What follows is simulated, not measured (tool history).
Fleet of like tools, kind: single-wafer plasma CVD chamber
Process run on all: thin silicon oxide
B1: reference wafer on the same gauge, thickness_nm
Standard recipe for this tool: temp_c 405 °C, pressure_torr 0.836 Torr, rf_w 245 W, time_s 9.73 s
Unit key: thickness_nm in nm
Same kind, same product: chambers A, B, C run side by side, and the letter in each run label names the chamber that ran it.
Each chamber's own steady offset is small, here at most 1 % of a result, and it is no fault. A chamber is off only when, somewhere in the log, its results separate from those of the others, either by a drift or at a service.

Run 1A, day 0.117: usual settings; B1 18.477. Result: thickness_nm 16.895 nm.
Run 2C, day 0.217: usual settings; B1 18.499. Result: thickness_nm 16.971 nm.
Run 3B, day 0.379: usual settings; B1 18.492. Result: thickness_nm 16.913 nm.
Run 4B, day 0.554: usual settings; B1 18.491. Result: thickness_nm 16.955 nm.
Run 5A, day 0.679: usual settings; B1 18.513. Result: thickness_nm 16.942 nm.
Run 6C, day 0.788: usual settings; B1 18.471. Result: thickness_nm 17.141 nm.
Run 7C, day 0.912: usual settings; B1 18.512. Result: thickness_nm 16.990 nm.
Run 8A, day 1.088: usual settings; B1 18.498. Result: thickness_nm 16.960 nm.
Run 9B, day 1.267: usual settings; B1 18.492. Result: thickness_nm 16.925 nm.
Run 10B, day 1.488: usual settings; B1 18.519. Result: thickness_nm 16.903 nm.
Run 11C, day 1.708: usual settings; B1 18.516. Result: thickness_nm 17.064 nm.
Run 12A, day 1.938: usual settings; B1 18.514. Result: thickness_nm 16.924 nm.
Run 13B, day 2.171: usual settings but rf_w 200 W; B1 18.504. Result: thickness_nm 15.441 nm.
Run 14A, day 2.275: usual settings but rf_w 200 W; B1 18.511. Result: thickness_nm 15.420 nm.
Run 15C, day 2.412: usual settings but rf_w 200 W; B1 18.524. Result: thickness_nm 15.421 nm.
At day 2.417: chamber B: capacitance manometer re-zeroed and calibrated.
Run 16A, day 2.538: usual settings but temp_c 411 °C, rf_w 205 W; B1 18.486. Result: thickness_nm 15.494 nm.
Run 17C, day 2.638: usual settings but temp_c 411 °C, rf_w 205 W; B1 18.484. Result: thickness_nm 15.586 nm.
Run 18B, day 2.800: usual settings but temp_c 411 °C, rf_w 205 W; B1 18.507. Result: thickness_nm 14.768 nm.
Run 19A, day 2.938: usual settings but temp_c 416 °C, pressure_torr 0.753 Torr; B1 18.487. Result: thickness_nm 15.313 nm.
Run 20B, day 3.112: usual settings but temp_c 416 °C, pressure_torr 0.753 Torr; B1 18.510. Result: thickness_nm 14.451 nm.
Run 21C, day 3.338: usual settings but temp_c 416 °C, pressure_torr 0.753 Torr; B1 18.508. Result: thickness_nm 15.273 nm.
Run 22B, day 3.517: usual settings; B1 18.486. Result: thickness_nm 16.141 nm.
Run 23C, day 3.750: usual settings; B1 18.509. Result: thickness_nm 17.186 nm.
Run 24A, day 3.946: usual settings; B1 18.514. Result: thickness_nm 16.899 nm.
Run 25C, day 4.112: usual settings; B1 18.521. Result: thickness_nm 16.939 nm.
Run 26A, day 4.246: usual settings; B1 18.500. Result: thickness_nm 16.928 nm.
Run 27B, day 4.412: usual settings; B1 18.516. Result: thickness_nm 16.228 nm.
Run 28A, day 4.625: usual settings; B1 18.511. Result: thickness_nm 17.013 nm.
Run 29B, day 4.742: usual settings; B1 18.505. Result: thickness_nm 16.092 nm.
Run 30C, day 4.900: usual settings; B1 18.507. Result: thickness_nm 17.048 nm.
Run 31B, day 5.054: usual settings; B1 18.502. Result: thickness_nm 15.990 nm.
Run 32A, day 5.175: usual settings; B1 18.482. Result: thickness_nm 16.974 nm.
Run 33C, day 5.325: usual settings; B1 18.476. Result: thickness_nm 17.024 nm.
Run 34A, day 5.558: usual settings; B1 18.496. Result: thickness_nm 16.922 nm.
Run 35B, day 5.725: usual settings; B1 18.502. Result: thickness_nm 16.109 nm.
Run 36C, day 5.833: usual settings; B1 18.518. Result: thickness_nm 17.090 nm.
Run 37C, day 6.017: usual settings; B1 18.488. Result: thickness_nm 16.965 nm.
Run 38B, day 6.142: usual settings; B1 18.480. Result: thickness_nm 16.051 nm.
Run 39A, day 6.258: usual settings; B1 18.500. Result: thickness_nm 16.815 nm.
Run 40B, day 6.462: usual settings; B1 18.502. Result: thickness_nm 16.148 nm.
Run 41C, day 6.646: usual settings; B1 18.491. Result: thickness_nm 17.065 nm.
Run 42A, day 6.821: usual settings; B1 18.470. Result: thickness_nm 16.882 nm.
Run 43B, day 6.925: usual settings; B1 18.503. Result: thickness_nm 16.109 nm.

Next, all 3 chambers run the settings below, one line each with question marks for the results. What does each chamber give?
Run 44A, day 7.092: usual settings. Result: thickness_nm ?.
Run 44B, day 7.092: usual settings. Result: thickness_nm ?.
Run 44C, day 7.092: usual settings. Result: thickness_nm ?.

run  thickness_nm
44A        16.736
44B        16.269
44C        17.124

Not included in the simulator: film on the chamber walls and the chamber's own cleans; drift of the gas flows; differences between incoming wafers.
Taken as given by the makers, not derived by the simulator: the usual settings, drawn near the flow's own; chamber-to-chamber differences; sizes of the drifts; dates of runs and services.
